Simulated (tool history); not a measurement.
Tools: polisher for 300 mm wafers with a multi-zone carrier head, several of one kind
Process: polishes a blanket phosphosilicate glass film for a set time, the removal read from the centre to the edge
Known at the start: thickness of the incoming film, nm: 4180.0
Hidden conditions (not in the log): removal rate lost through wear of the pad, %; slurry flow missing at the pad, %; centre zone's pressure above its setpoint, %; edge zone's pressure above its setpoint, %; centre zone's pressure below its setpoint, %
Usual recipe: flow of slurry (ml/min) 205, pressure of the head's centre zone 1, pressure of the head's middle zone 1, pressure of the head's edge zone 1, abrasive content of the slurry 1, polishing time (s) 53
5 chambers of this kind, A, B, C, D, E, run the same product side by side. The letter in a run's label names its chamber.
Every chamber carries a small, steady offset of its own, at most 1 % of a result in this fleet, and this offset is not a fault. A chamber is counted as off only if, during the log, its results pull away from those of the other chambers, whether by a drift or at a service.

run,day,flow of slurry (ml/min),pressure of the head's centre zone,pressure of the head's middle zone,pressure of the head's edge zone,abrasive content of the slurry,polishing time (s),wafers polished on this pad,hours since the slurry nozzle was cleaned,hours since the centre zone pressure was calibrated,hours since the edge zone pressure was calibrated,film removed at the wafer's centre (Å),film removed at mid-radius (Å),film removed at the wafer's edge (Å)
# day 0.142: chamber C: worn pad replaced by a new one
1A,0.208,205,1,1,1,1,53,592,307.2,942.5,469.3,4312,4319.3,4275.4
2E,0.404,205,1,1,1,1,53,672,43.5,701,98.5,4380.6,4270.8,4379.4
# day 0.538: chamber A: worn pad replaced by a new one
3D,0.588,205,1,1,1,1,53,649,99.8,316.3,370.9,4332.4,4332.5,4299.3
4C,0.775,205,1,1,1,1,53,114,376,105.2,334.3,4254.2,4249.8,4283.8
5B,1.012,205,1,1,1,1,53,360,297.8,689.5,535.3,4365.7,4304.4,4346.8
6A,1.158,205,1,1,1,1,53,111,330,965.3,492.1,4304.1,4359.5,4258.1
7D,1.404,205,1,1,1,1,53,796,119.4,335.9,390.5,4239.8,4216.1,4322.6
# day 1.483: chamber E: worn pad replaced by a new one
8E,1.579,205,1,1,1,1,53,17,71.7,729.2,126.7,4290.3,4253.3,4358.9
9C,1.85,205,1,1,1,1,53,307,401.8,131,360.1,4345.6,4284,4295.2
10B,2.133,205,1,1,1.07,0.75,53,562,324.7,716.4,562.2,3777.8,3765.8,3919.2
11D,2.358,205,1,1,1.07,0.75,53,968,142.3,358.8,413.4,3687.9,3678.8,3826.9
12E,2.521,205,1,1,1.07,0.75,53,186,94.3,751.8,149.3,3685.7,3731,3933.6
13B,2.775,205,1,1,1.07,0.75,53,677,340.1,731.8,577.6,3742,3692.9,3904.5
14A,2.921,205,1,1,1.07,0.75,53,428,372.3,1007.6,534.4,3755.9,3778.1,3829.2
# day 3.029: chamber A: slurry nozzle cleaned
15C,3.158,205,1,1,1,1,53,542,433.2,162.4,391.5,4326,4301.9,4321.9
# day 3.317: chamber B: worn pad replaced by a new one
16E,3.438,205,1,1,1,1,53,351,116.3,773.8,171.3,4343.4,4255.4,4380.9
17C,3.692,205,1,1,1.1,1,53,638,446,175.2,404.3,4272.7,4285.2,4509.6
# day 3.812: chamber A: worn pad replaced by a new one
18B,3.921,205,1,1,1.1,1,53,108,367.6,759.3,605.1,4363.6,4250.2,4525.8
19D,4.204,205,1,1,1.1,1,53,1299,186.6,403.1,457.7,4136.9,4043.5,4339.1
# day 4.325: chamber C: worn pad replaced by a new one
20A,4.425,205,1,1,1.1,1,53,110,33.5,1043.7,570.5,4304.9,4333.2,4491
21C,4.7,205,1,1,1.1,1,53,67,470.2,199.4,428.5,4363.8,4299.8,4526.6
22B,4.954,205,1,1,1,1,53,294,392.4,784.1,629.9,4318.2,4246.4,4356.7
23D,5.1,205,1,1,1,1,53,1461,208.1,424.6,479.2,3987,4059.2,4039.2
24E,5.354,205,1,1,1,1,53,696,162.3,819.8,217.3,4359.7,4352.4,4322.6
25A,5.579,205,1,1,1,1,53,318,61.2,1071.4,598.2,4334.3,4296.8,4266.5
# day 5.812: chamber A: centre zone pressure recalibrated
26C,5.875,205,1,1,1,1,53,279,498.4,227.6,456.7,4385.3,4311,4300.9
# day 5.938: chamber E: worn pad replaced by a new one
# day 6: chamber C: edge zone pressure recalibrated
27A,6.117,205,1,1,1,1,53,414,74.1,7.3,611.1,4231.2,4320.6,4288.3
28D,6.279,205,1,1,1,1,53,1673,236.4,452.9,507.5,3970.7,3930.1,3945.6
29E,6.554,205,1,1,1,1,53,111,191.1,848.6,246.1,4324.3,4254.2,4345.3
# day 6.6: chamber A: worn pad replaced by a new one
30B,6.696,205,1,1,1,1,53,607,434.2,825.9,671.7,4322.7,4256.1,4329.4
31A,6.979,205,1,1,1,1,53,68,94.8,28,631.8,4328.7,4380.2,4280.4
32D,7.271,205,1,1,1,1,53,1851,260.2,476.7,531.3,3916.4,3841,3885.6
33C,7.517,235,1,1,1,1,53,574,537.8,267,36.5,4392.2,4320.8,4364.9
34E,7.654,235,1,1,1,1,53,308,217.5,875,272.5,4410.9,4422.7,4382.6
35B,7.912,235,1,1,1,1,53,826,463.4,855.1,700.9,4408,4308.6,4393.9
36D,8.162,235,1,1,1,1,53,2011,281.6,498.1,552.7,3915.6,3865,3857.1

The same settings go to every chamber for the next run, one line per chamber below. Forecast the results for each:
37A,8.379,205,1,1,0.93,1,53,,,,,?,?,?
37B,8.379,205,1,1,0.93,1,53,,,,,?,?,?
37C,8.379,205,1,1,0.93,1,53,,,,,?,?,?
37D,8.379,205,1,1,0.93,1,53,,,,,?,?,?
37E,8.379,205,1,1,0.93,1,53,,,,,?,?,?

run,film removed at the wafer's centre (Å),film removed at mid-radius (Å),film removed at the wafer's edge (Å)
37A,4196.2,4315.6,4117.6
37B,4289.8,4296.5,4199.5
37C,4325.9,4256.9,4164.8
37D,3819.1,3839.2,3678.7
37E,4344.5,4278.1,4193.4
